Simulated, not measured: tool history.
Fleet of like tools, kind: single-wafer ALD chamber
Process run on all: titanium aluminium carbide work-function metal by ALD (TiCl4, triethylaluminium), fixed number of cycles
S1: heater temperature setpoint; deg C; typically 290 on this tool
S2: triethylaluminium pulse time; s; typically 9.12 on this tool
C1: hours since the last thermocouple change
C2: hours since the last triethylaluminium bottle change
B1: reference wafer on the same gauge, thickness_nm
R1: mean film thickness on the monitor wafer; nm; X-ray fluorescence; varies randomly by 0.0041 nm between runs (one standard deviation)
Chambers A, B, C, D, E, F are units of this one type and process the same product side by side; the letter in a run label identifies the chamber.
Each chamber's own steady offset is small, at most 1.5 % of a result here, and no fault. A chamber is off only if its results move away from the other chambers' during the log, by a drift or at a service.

Run 1D, hour 3.1: usual settings; C1 1671.2; C2 600.1; B1 1.9699. Result: R1 1.8742 nm.
Run 2E, hour 7.4: usual settings; C1 87.4; C2 10.2; B1 1.9687. Result: R1 1.8927 nm.
Run 3F, hour 10.8: usual settings; C1 472.9; C2 94.2; B1 1.9702. Result: R1 1.8802 nm.
Run 4C, hour 16: usual settings; C1 967.9; C2 922.6; B1 1.9693. Result: R1 1.8886 nm.
Run 5B, hour 18.8: usual settings; C1 949.7; C2 200.2; B1 1.9691. Result: R1 1.9152 nm.
Run 6A, hour 22.3: usual settings; C1 936.8; C2 329; B1 1.971. Result: R1 1.8813 nm.
Run 7B, hour 26: usual settings; C1 956.9; C2 207.4; B1 1.9698. Result: R1 1.917 nm.
Run 8D, hour 30.6: usual settings; C1 1698.7; C2 627.6; B1 1.9711. Result: R1 1.8775 nm.
Run 9A, hour 33.7: usual settings but S2 6.54 s; C1 948.2; C2 340.4; B1 1.9696. Result: R1 1.763 nm.
Run 10E, hour 36.6: usual settings but S2 6.54 s; C1 116.6; C2 39.4; B1 1.9694. Result: R1 1.7599 nm.
Run 11C, hour 40: usual settings but S2 6.54 s; C1 991.9; C2 946.6; B1 1.9701. Result: R1 1.7755 nm.
Run 12F, hour 44.5: usual settings but S2 6.54 s; C1 506.6; C2 127.9; B1 1.9711. Result: R1 1.7623 nm.
Run 13E, hour 48: usual settings but S2 6.54 s; C1 128; C2 50.8; B1 1.9697. Result: R1 1.7612 nm.
Run 14F, hour 50.7: usual settings but S2 6.54 s; C1 512.8; C2 134.1; B1 1.9698. Result: R1 1.7678 nm.
Run 15A, hour 54.5: usual settings but S2 10.57 s; C1 969; C2 361.2; B1 1.9688. Result: R1 1.9131 nm.
Run 16C, hour 59.2: usual settings but S2 10.57 s; C1 1011.1; C2 965.8; B1 1.97. Result: R1 1.9265 nm.
Run 17B, hour 63.7: usual settings but S2 10.57 s; C1 994.6; C2 245.1; B1 1.9701. Result: R1 1.9518 nm.
Run 18D, hour 68: usual settings but S2 10.57 s; C1 1736.1; C2 665; B1 1.9692. Result: R1 1.9148 nm.
Run 19A, hour 72.9: usual settings but S2 10.57 s; C1 987.4; C2 379.6; B1 1.9693. Result: R1 1.9059 nm.
Run 20C, hour 77.9: usual settings but S2 10.57 s; C1 1029.8; C2 984.5; B1 1.9698. Result: R1 1.929 nm.
Run 21B, hour 83: usual settings but S1 277 deg C, S2 10.23 s; C1 1013.9; C2 264.4; B1 1.9705. Result: R1 1.824 nm.
Run 22F, hour 88.2: usual settings but S1 277 deg C, S2 10.23 s; C1 550.3; C2 171.6; B1 1.9702. Result: R1 1.8011 nm.
Run 23E, hour 91.9: usual settings but S1 277 deg C, S2 10.23 s; C1 171.9; C2 94.7; B1 1.9703. Result: R1 1.7966 nm.
Run 24D, hour 97: usual settings but S1 277 deg C, S2 10.23 s; C1 1765.1; C2 694; B1 1.9684. Result: R1 1.8013 nm.
Run 25B, hour 101: usual settings but S1 277 deg C, S2 10.23 s; C1 1031.9; C2 282.4; B1 1.9701. Result: R1 1.833 nm.
Run 26D, hour 105.3: usual settings but S1 277 deg C, S2 10.23 s; C1 1773.4; C2 702.3; B1 1.9708. Result: R1 1.7987 nm.
Run 27A, hour 109.3: usual settings; C1 1023.8; C2 416; B1 1.97. Result: R1 1.8756 nm.
Run 28E, hour 114: usual settings; C1 194; C2 116.8; B1 1.9695. Result: R1 1.8829 nm.
Run 29C, hour 117.9: usual settings; C1 1069.8; C2 1024.5; B1 1.9703. Result: R1 1.8914 nm.
Run 30F, hour 121.3: usual settings; C1 583.4; C2 204.7; B1 1.9712. Result: R1 1.885 nm.
Run 31A, hour 124.4: usual settings; C1 1038.9; C2 431.1; B1 1.9704. Result: R1 1.8737 nm.
Run 32D, hour 128.9: usual settings; C1 1797; C2 725.9; B1 1.9698. Result: R1 1.8832 nm.
At hour 129.5: chamber C: triethylaluminium bottle replaced.
Run 33E, hour 132.9: usual settings; C1 212.9; C2 135.7; B1 1.9689. Result: R1 1.8827 nm.
Run 34F, hour 137.4: usual settings but S2 12.05 s; C1 599.5; C2 220.8; B1 1.9699. Result: R1 1.9351 nm.
Run 35B, hour 142.2: usual settings but S2 12.05 s; C1 1073.1; C2 323.6; B1 1.9705. Result: R1 1.9666 nm.
Run 36C, hour 146.2: usual settings but S2 12.05 s; C1 1098.1; C2 16.7; B1 1.9704. Result: R1 1.9548 nm.
Run 37D, hour 151.1: usual settings but S2 12.05 s; C1 1819.2; C2 748.1; B1 1.9697. Result: R1 1.9391 nm.
Run 38F, hour 154.5: usual settings but S2 12.05 s; C1 616.6; C2 237.9; B1 1.9705. Result: R1 1.9374 nm.
Run 39E, hour 157.8: usual settings but S2 12.05 s; C1 237.8; C2 160.6; B1 1.9695. Result: R1 1.9439 nm.
Run 40C, hour 161.1: usual settings; C1 1113; C2 31.6; B1 1.9701. Result: R1 1.9011 nm.
Run 41A, hour 164.5: usual settings; C1 1079; C2 471.2; B1 1.9692. Result: R1 1.8741 nm.
Run 42B, hour 167.8: usual settings; C1 1098.7; C2 349.2; B1 1.969. Result: R1 1.9065 nm.
Run 43B, hour 171.1: usual settings; C1 1102; C2 352.5; B1 1.9696. Result: R1 1.913 nm.

Is one chamber off against the others, does the gauge drift, or is nothing wrong? If a chamber is off, say which, and what the likeliest cause is.

All chambers stay in line apart from their small fixed offsets, and the gauge does not drift.
